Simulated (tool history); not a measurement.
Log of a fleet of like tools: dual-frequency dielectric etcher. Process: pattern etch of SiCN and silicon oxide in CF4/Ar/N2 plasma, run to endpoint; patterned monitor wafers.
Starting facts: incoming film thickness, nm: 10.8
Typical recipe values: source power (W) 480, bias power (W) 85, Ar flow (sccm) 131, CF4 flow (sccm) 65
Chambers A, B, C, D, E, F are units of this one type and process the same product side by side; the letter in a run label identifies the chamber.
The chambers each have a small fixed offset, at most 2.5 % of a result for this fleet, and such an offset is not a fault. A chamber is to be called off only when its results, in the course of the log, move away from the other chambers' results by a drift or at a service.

| run | day | source power (W) | bias power (W) | Ar flow (sccm) | CF4 flow (sccm) | hours since the last wet clean | hours since the last source power generator calibration | hours since the last bias power generator calibration | hours since the last Ar flow controller change | hours since the last CF4 flow controller change | endpoint time (s) |
|---|---|---|---|---|---|---|---|---|---|---|---|
|  | 0.567 | chamber D: wet clean of the chamber |
| 1C | 0.596 | 480 | 85 | 131 | 65 | 424.8 | 2822.0 | 1528.8 | 1541.0 | 849.2 | 11.868 |
| 2F | 1.204 | 480 | 85 | 131 | 65 | 215.9 | 2143.0 | 1065.4 | 2569.8 | 419.6 | 11.805 |
| 3E | 1.625 | 480 | 85 | 131 | 65 | 141.3 | 2703.2 | 3153.9 | 1164.9 | 2322.8 | 11.481 |
| 4D | 2.096 | 480 | 85 | 131 | 65 | 36.7 | 2873.3 | 2181.4 | 4122.9 | 268.0 | 11.876 |
| 5B | 2.725 | 480 | 85 | 131 | 65 | 228.9 | 1610.4 | 986.5 | 1599.5 | 750.0 | 11.751 |
|  | 2.962 | chamber C: wet clean of the chamber |
| 6A | 3.188 | 480 | 85 | 131 | 78 | 362.7 | 666.6 | 3608.6 | 2899.0 | 663.4 | 11.403 |
| 7D | 3.754 | 480 | 85 | 131 | 78 | 76.5 | 2913.1 | 2221.2 | 4162.7 | 307.8 | 11.521 |
| 8F | 4.308 | 480 | 85 | 131 | 78 | 290.4 | 2217.5 | 1139.9 | 2644.3 | 494.1 | 11.545 |
| 9B | 4.679 | 480 | 85 | 131 | 78 | 275.8 | 1657.3 | 1033.4 | 1646.4 | 796.9 | 11.505 |
| 10A | 5.117 | 480 | 85 | 131 | 78 | 409.0 | 712.9 | 3654.9 | 2945.3 | 709.7 | 11.436 |
| 11E | 5.604 | 480 | 85 | 131 | 78 | 236.8 | 2798.7 | 3249.4 | 1260.4 | 2418.3 | 11.144 |
| 12C | 6.288 | 480 | 85 | 131 | 65 | 79.8 | 2958.6 | 1665.4 | 1677.6 | 985.8 | 11.815 |
| 13F | 6.875 | 480 | 85 | 131 | 65 | 352.0 | 2279.1 | 1201.5 | 2705.9 | 555.7 | 11.854 |
| 14A | 7.350 | 480 | 85 | 131 | 65 | 462.6 | 766.5 | 3708.5 | 2998.9 | 763.3 | 11.711 |
| 15E | 7.888 | 480 | 85 | 131 | 65 | 291.6 | 2853.5 | 3304.2 | 1315.2 | 2473.1 | 11.300 |
|  | 7.975 | chamber A: bias power generator calibrated |
| 16D | 8.542 | 480 | 85 | 131 | 65 | 191.4 | 3028.0 | 2336.1 | 4277.6 | 422.7 | 11.920 |
| 17C | 9.221 | 480 | 85 | 131 | 65 | 150.2 | 3029.0 | 1735.8 | 1748.0 | 1056.2 | 11.853 |
| 18B | 9.712 | 480 | 85 | 103 | 65 | 396.6 | 1778.1 | 1154.2 | 1767.2 | 917.7 | 11.320 |
| 19C | 10.375 | 480 | 85 | 103 | 65 | 177.9 | 3056.7 | 1763.5 | 1775.7 | 1083.9 | 11.200 |
| 20F | 10.804 | 480 | 85 | 103 | 65 | 446.3 | 2373.4 | 1295.8 | 2800.2 | 650.0 | 11.262 |
| 21E | 11.392 | 480 | 85 | 103 | 65 | 375.7 | 2937.6 | 3388.3 | 1399.3 | 2557.2 | 10.944 |
| 22B | 12.038 | 480 | 85 | 103 | 65 | 452.4 | 1833.9 | 1210.0 | 1823.0 | 973.5 | 11.386 |
| 23D | 12.608 | 480 | 85 | 103 | 65 | 289.0 | 3125.6 | 2433.7 | 4375.2 | 520.3 | 11.374 |
| 24A | 12.962 | 480 | 85 | 131 | 65 | 597.3 | 901.2 | 119.7 | 3133.6 | 898.0 | 11.582 |
|  | 13.458 | chamber B: wet clean of the chamber |
| 25C | 13.529 | 480 | 85 | 131 | 65 | 253.6 | 3132.4 | 1839.2 | 1851.4 | 1159.6 | 11.744 |
| 26F | 14.138 | 480 | 104 | 131 | 65 | 526.3 | 2453.4 | 1375.8 | 2880.2 | 730.0 | 10.773 |
| 27A | 14.638 | 480 | 104 | 131 | 65 | 637.5 | 941.4 | 159.9 | 3173.8 | 938.2 | 10.788 |
|  | 14.650 | chamber A: wet clean of the chamber |
| 28D | 15.292 | 480 | 104 | 131 | 65 | 353.4 | 3190.0 | 2498.1 | 4439.6 | 584.7 | 10.930 |
|  | 15.317 | chamber F: wet clean of the chamber |
|  | 15.712 | chamber E: wet clean of the chamber |
| 29E | 15.950 | 480 | 104 | 131 | 65 | 5.8 | 3047.0 | 3497.7 | 1508.7 | 2666.6 | 10.246 |
| 30B | 16.312 | 480 | 104 | 131 | 65 | 68.6 | 1936.5 | 1312.6 | 1925.6 | 1076.1 | 10.887 |
| 31F | 16.996 | 480 | 104 | 131 | 65 | 40.3 | 2522.0 | 1444.4 | 2948.8 | 798.6 | 10.977 |
| 32E | 17.354 | 480 | 85 | 131 | 65 | 39.5 | 3080.7 | 3531.4 | 1542.4 | 2700.3 | 11.143 |
| 33D | 17.696 | 480 | 85 | 161 | 65 | 411.1 | 3247.7 | 2555.8 | 4497.3 | 642.4 | 12.267 |
| 34A | 18.029 | 480 | 85 | 161 | 65 | 81.1 | 1022.8 | 241.3 | 3255.2 | 1019.6 | 12.073 |
| 35C | 18.479 | 480 | 85 | 161 | 65 | 372.4 | 3251.2 | 1958.0 | 1970.2 | 1278.4 | 12.073 |
| 36B | 19.154 | 480 | 85 | 161 | 65 | 136.8 | 2004.7 | 1380.8 | 1993.8 | 1144.3 | 12.040 |

Each of the 6 chambers runs these same settings next. Fill in every chamber's results:
| 37A | 19.642 | 480 | 85 | 131 | 65 |  |  |  |  |  | ? |
| 37B | 19.642 | 480 | 85 | 131 | 65 |  |  |  |  |  | ? |
| 37C | 19.642 | 480 | 85 | 131 | 65 |  |  |  |  |  | ? |
| 37D | 19.642 | 480 | 85 | 131 | 65 |  |  |  |  |  | ? |
| 37E | 19.642 | 480 | 85 | 131 | 65 |  |  |  |  |  | ? |
| 37F | 19.642 | 480 | 85 | 131 | 65 |  |  |  |  |  | ? |

| run | endpoint time (s) |
|---|---|
| 37A | 11.856 |
| 37B | 11.904 |
| 37C | 11.842 |
| 37D | 11.891 |
| 37E | 11.035 |
| 37F | 11.810 |

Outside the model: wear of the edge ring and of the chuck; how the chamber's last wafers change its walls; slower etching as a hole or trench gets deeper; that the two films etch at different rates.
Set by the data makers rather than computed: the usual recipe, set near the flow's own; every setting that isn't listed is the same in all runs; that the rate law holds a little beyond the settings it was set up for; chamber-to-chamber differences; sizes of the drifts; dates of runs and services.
